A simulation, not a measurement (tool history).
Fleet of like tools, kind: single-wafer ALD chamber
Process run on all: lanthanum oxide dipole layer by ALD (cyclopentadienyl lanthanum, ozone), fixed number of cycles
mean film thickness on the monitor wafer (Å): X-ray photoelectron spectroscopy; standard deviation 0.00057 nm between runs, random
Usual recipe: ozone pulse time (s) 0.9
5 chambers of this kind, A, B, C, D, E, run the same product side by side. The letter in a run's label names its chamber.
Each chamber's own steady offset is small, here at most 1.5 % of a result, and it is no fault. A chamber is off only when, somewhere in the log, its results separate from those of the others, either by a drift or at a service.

run    day  ozone pulse time (s)  read-back reference wafer on the same gauge, thickness_nm  mean film thickness on the monitor wafer (Å)
 1A  0.279                   0.9                                                    0.50792                                        4.7993
 2B  0.479                   0.9                                                    0.50787                                        4.7909
 3C  0.633                   0.9                                                    0.50777                                        4.8161
     0.683  -- chamber E: thermocouple changed; heater temperature recalibrated
 4E  0.929                   0.9                                                    0.50768                                        4.8033
 5D  1.188                   0.9                                                    0.50756                                        4.7708
     1.292  -- chamber A: ozone generator serviced
 6C  1.342                   0.9                                                    0.50761                                        4.8322
 7E    1.5                   0.9                                                    0.50747                                        4.8064
 8B  1.675                   0.9                                                    0.50759                                        4.7838
 9D  1.842                   0.9                                                    0.50719                                        4.7619
10A  2.121                  0.64                                                    0.50723                                        4.1295
11E  2.292                  0.64                                                    0.50715                                        4.1658
12A  2.462                  0.64                                                    0.50709                                        4.1305
13D  2.729                  0.64                                                    0.50711                                        4.1352
14B  2.946                  0.64                                                    0.50694                                        4.1224
15C  3.129                  1.01                                                      0.507                                        5.0026
16C  3.267                  1.01                                                    0.50678                                        4.9911
17A  3.533                  1.01                                                    0.50686                                        4.9662
18E  3.817                  1.01                                                    0.50683                                        4.9843
     4.062  -- chamber C: thermocouple changed; heater temperature recalibrated
19D  4.062                  1.01                                                    0.50662                                        4.9378
20B  4.275                   0.9                                                    0.50673                                        4.7813
21D  4.433                   0.9                                                    0.50653                                        4.7546
22E  4.729                   0.9                                                    0.50642                                        4.7884
23B  5.017                   0.9                                                    0.50632                                        4.7721
24A  5.171                   0.9                                                    0.50634                                        4.7686
25C  5.429                   0.9                                                    0.50628                                        4.8122
26D  5.612                   0.9                                                    0.50623                                        4.7421
27E  5.829                   0.7                                                    0.50613                                        4.3316
28A  6.083                   0.7                                                     0.5061                                        4.2988
29B  6.338                   0.7                                                    0.50577                                        4.2928
30C  6.608                   0.7                                                    0.50582                                         4.346
31D  6.821                   0.7                                                    0.50562                                         4.308
32A  6.975                   0.9                                                    0.50579                                        4.7613
33C  7.238                   0.9                                                    0.50545                                        4.7938

Is one chamber off against the others, does the gauge drift, or is nothing wrong? If a chamber is off, say which, and what the likeliest cause is.

It is the gauge, not a chamber: its drift shows up in every chamber's results at once, and no chamber is off.
What lies behind it: gauge reads low (%) = 0.486.

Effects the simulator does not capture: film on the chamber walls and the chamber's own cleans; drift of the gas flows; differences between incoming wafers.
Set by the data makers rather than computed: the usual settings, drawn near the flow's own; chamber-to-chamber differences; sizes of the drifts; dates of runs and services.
